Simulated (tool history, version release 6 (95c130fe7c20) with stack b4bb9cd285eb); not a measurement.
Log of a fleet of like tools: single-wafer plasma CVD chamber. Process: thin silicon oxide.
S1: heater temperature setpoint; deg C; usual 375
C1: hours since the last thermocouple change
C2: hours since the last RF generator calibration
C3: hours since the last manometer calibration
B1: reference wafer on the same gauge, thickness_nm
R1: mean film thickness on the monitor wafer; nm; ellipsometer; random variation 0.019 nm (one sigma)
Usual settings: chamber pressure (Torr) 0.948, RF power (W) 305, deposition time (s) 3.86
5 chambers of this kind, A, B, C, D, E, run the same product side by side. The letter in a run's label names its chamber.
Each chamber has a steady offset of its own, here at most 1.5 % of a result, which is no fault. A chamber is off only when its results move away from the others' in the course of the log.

run 1C day=0.279 | S1=375 chamber_pressure_(Torr)=0.948 RF_power_(W)=305 deposition_time_(s)=3.86 | C1=1068.4 C2=354.8 C3=444.2 | B1=9.4293 | R1=8.4028
run 2A day=0.504 | S1=375 chamber_pressure_(Torr)=0.948 RF_power_(W)=305 deposition_time_(s)=3.86 | C1=739.4 C2=814.8 C3=39.9 | B1=9.4219 | R1=8.4166
run 3E day=0.95 | S1=375 chamber_pressure_(Torr)=0.948 RF_power_(W)=305 deposition_time_(s)=3.86 | C1=489.4 C2=511.9 C3=506.1 | B1=9.4248 | R1=8.46
-- day=1.067 chamber B: RF generator calibrated
run 4D day=1.221 | S1=375 chamber_pressure_(Torr)=0.948 RF_power_(W)=305 deposition_time_(s)=3.86 | C1=2222.5 C2=1836.3 C3=1288.4 | B1=9.4344 | R1=8.3573
-- day=1.421 chamber D: thermocouple changed; heater temperature recalibrated
run 5B day=1.671 | S1=375 chamber_pressure_(Torr)=0.948 RF_power_(W)=305 deposition_time_(s)=3.14 | C1=1388.7 C2=14.6 C3=400.3 | B1=9.433 | R1=6.9283
run 6E day=1.954 | S1=375 chamber_pressure_(Torr)=0.948 RF_power_(W)=305 deposition_time_(s)=3.14 | C1=513.5 C2=536 C3=530.2 | B1=9.4302 | R1=6.8691
run 7D day=2.471 | S1=375 chamber_pressure_(Torr)=0.948 RF_power_(W)=305 deposition_time_(s)=3.14 | C1=25.2 C2=1866.3 C3=1318.4 | B1=9.4321 | R1=6.817
run 8B day=2.95 | S1=375 chamber_pressure_(Torr)=0.948 RF_power_(W)=305 deposition_time_(s)=3.14 | C1=1419.4 C2=45.3 C3=431 | B1=9.4329 | R1=6.9291
run 9A day=3.329 | S1=375 chamber_pressure_(Torr)=0.948 RF_power_(W)=305 deposition_time_(s)=3.14 | C1=807.2 C2=882.6 C3=107.7 | B1=9.4299 | R1=6.8364
run 10C day=3.633 | S1=375 chamber_pressure_(Torr)=0.948 RF_power_(W)=305 deposition_time_(s)=3.86 | C1=1148.9 C2=435.3 C3=524.7 | B1=9.4301 | R1=8.3824
run 11D day=4.042 | S1=367 chamber_pressure_(Torr)=0.948 RF_power_(W)=305 deposition_time_(s)=3.45 | C1=62.9 C2=1904 C3=1356.1 | B1=9.4363 | R1=7.5413
run 12E day=4.292 | S1=367 chamber_pressure_(Torr)=0.948 RF_power_(W)=305 deposition_time_(s)=3.45 | C1=569.6 C2=592.1 C3=586.3 | B1=9.4301 | R1=7.5794
run 13A day=4.525 | S1=367 chamber_pressure_(Torr)=0.948 RF_power_(W)=305 deposition_time_(s)=3.45 | C1=835.9 C2=911.3 C3=136.4 | B1=9.4289 | R1=7.5466
run 14B day=4.825 | S1=367 chamber_pressure_(Torr)=0.948 RF_power_(W)=305 deposition_time_(s)=3.45 | C1=1464.4 C2=90.3 C3=476 | B1=9.4336 | R1=7.6364
run 15C day=5.146 | S1=367 chamber_pressure_(Torr)=0.948 RF_power_(W)=305 deposition_time_(s)=3.45 | C1=1185.2 C2=471.6 C3=561 | B1=9.4299 | R1=7.5333
run 16E day=5.612 | S1=387 chamber_pressure_(Torr)=0.948 RF_power_(W)=335 deposition_time_(s)=3.86 | C1=601.3 C2=623.8 C3=618 | B1=9.4345 | R1=8.6922
run 17C day=6.112 | S1=387 chamber_pressure_(Torr)=0.948 RF_power_(W)=335 deposition_time_(s)=3.86 | C1=1208.4 C2=494.8 C3=584.2 | B1=9.4323 | R1=8.6048
run 18A day=6.4 | S1=387 chamber_pressure_(Torr)=0.948 RF_power_(W)=335 deposition_time_(s)=3.86 | C1=880.9 C2=956.3 C3=181.4 | B1=9.4318 | R1=8.6725
run 19B day=6.85 | S1=387 chamber_pressure_(Torr)=0.948 RF_power_(W)=335 deposition_time_(s)=3.86 | C1=1513 C2=138.9 C3=524.6 | B1=9.4267 | R1=8.7453
run 20D day=7.358 | S1=387 chamber_pressure_(Torr)=0.948 RF_power_(W)=335 deposition_time_(s)=3.86 | C1=142.5 C2=1983.6 C3=1435.7 | B1=9.4266 | R1=8.6556
run 21C day=7.708 | S1=375 chamber_pressure_(Torr)=0.948 RF_power_(W)=305 deposition_time_(s)=3.86 | C1=1246.7 C2=533.1 C3=622.5 | B1=9.4286 | R1=8.3806
run 22B day=7.979 | S1=375 chamber_pressure_(Torr)=0.948 RF_power_(W)=305 deposition_time_(s)=3.86 | C1=1540.1 C2=166 C3=551.7 | B1=9.4263 | R1=8.5114
run 23D day=8.471 | S1=375 chamber_pressure_(Torr)=0.948 RF_power_(W)=305 deposition_time_(s)=3.86 | C1=169.2 C2=2010.3 C3=1462.4 | B1=9.4262 | R1=8.3412
run 24E day=8.925 | S1=375 chamber_pressure_(Torr)=0.948 RF_power_(W)=305 deposition_time_(s)=3.86 | C1=680.8 C2=703.3 C3=697.5 | B1=9.4295 | R1=8.4092
run 25A day=9.312 | S1=375 chamber_pressure_(Torr)=0.948 RF_power_(W)=305 deposition_time_(s)=3.86 | C1=950.8 C2=1026.2 C3=251.3 | B1=9.4257 | R1=8.4016
run 26D day=9.758 | S1=375 chamber_pressure_(Torr)=0.948 RF_power_(W)=305 deposition_time_(s)=3.86 | C1=200.1 C2=2041.2 C3=1493.3 | B1=9.4257 | R1=8.3738
run 27C day=10.192 | S1=375 chamber_pressure_(Torr)=0.948 RF_power_(W)=305 deposition_time_(s)=3.86 | C1=1306.3 C2=592.7 C3=682.1 | B1=9.4286 | R1=8.3918
run 28E day=10.571 | S1=375 chamber_pressure_(Torr)=0.948 RF_power_(W)=305 deposition_time_(s)=3.86 | C1=720.3 C2=742.8 C3=737 | B1=9.432 | R1=8.4467
run 29B day=11 | S1=375 chamber_pressure_(Torr)=0.948 RF_power_(W)=305 deposition_time_(s)=3.86 | C1=1612.6 C2=238.5 C3=624.2 | B1=9.4232 | R1=8.5333
run 30A day=11.467 | S1=375 chamber_pressure_(Torr)=0.948 RF_power_(W)=305 deposition_time_(s)=3.86 | C1=1002.5 C2=1077.9 C3=303 | B1=9.4289 | R1=8.4131
run 31C day=11.888 | S1=375 chamber_pressure_(Torr)=0.948 RF_power_(W)=305 deposition_time_(s)=3.86 | C1=1347 C2=633.4 C3=722.8 | B1=9.4327 | R1=8.3654
run 32B day=12.25 | S1=375 chamber_pressure_(Torr)=0.948 RF_power_(W)=305 deposition_time_(s)=3.86 | C1=1642.6 C2=268.5 C3=654.2 | B1=9.4303 | R1=8.5113

What goes on in this fleet: one chamber off, a drifting gauge, or nothing beyond the chambers' own small offsets? Name the chamber and the cause, if any.

No chamber stands off beyond its own small offset, and the gauge holds steady.

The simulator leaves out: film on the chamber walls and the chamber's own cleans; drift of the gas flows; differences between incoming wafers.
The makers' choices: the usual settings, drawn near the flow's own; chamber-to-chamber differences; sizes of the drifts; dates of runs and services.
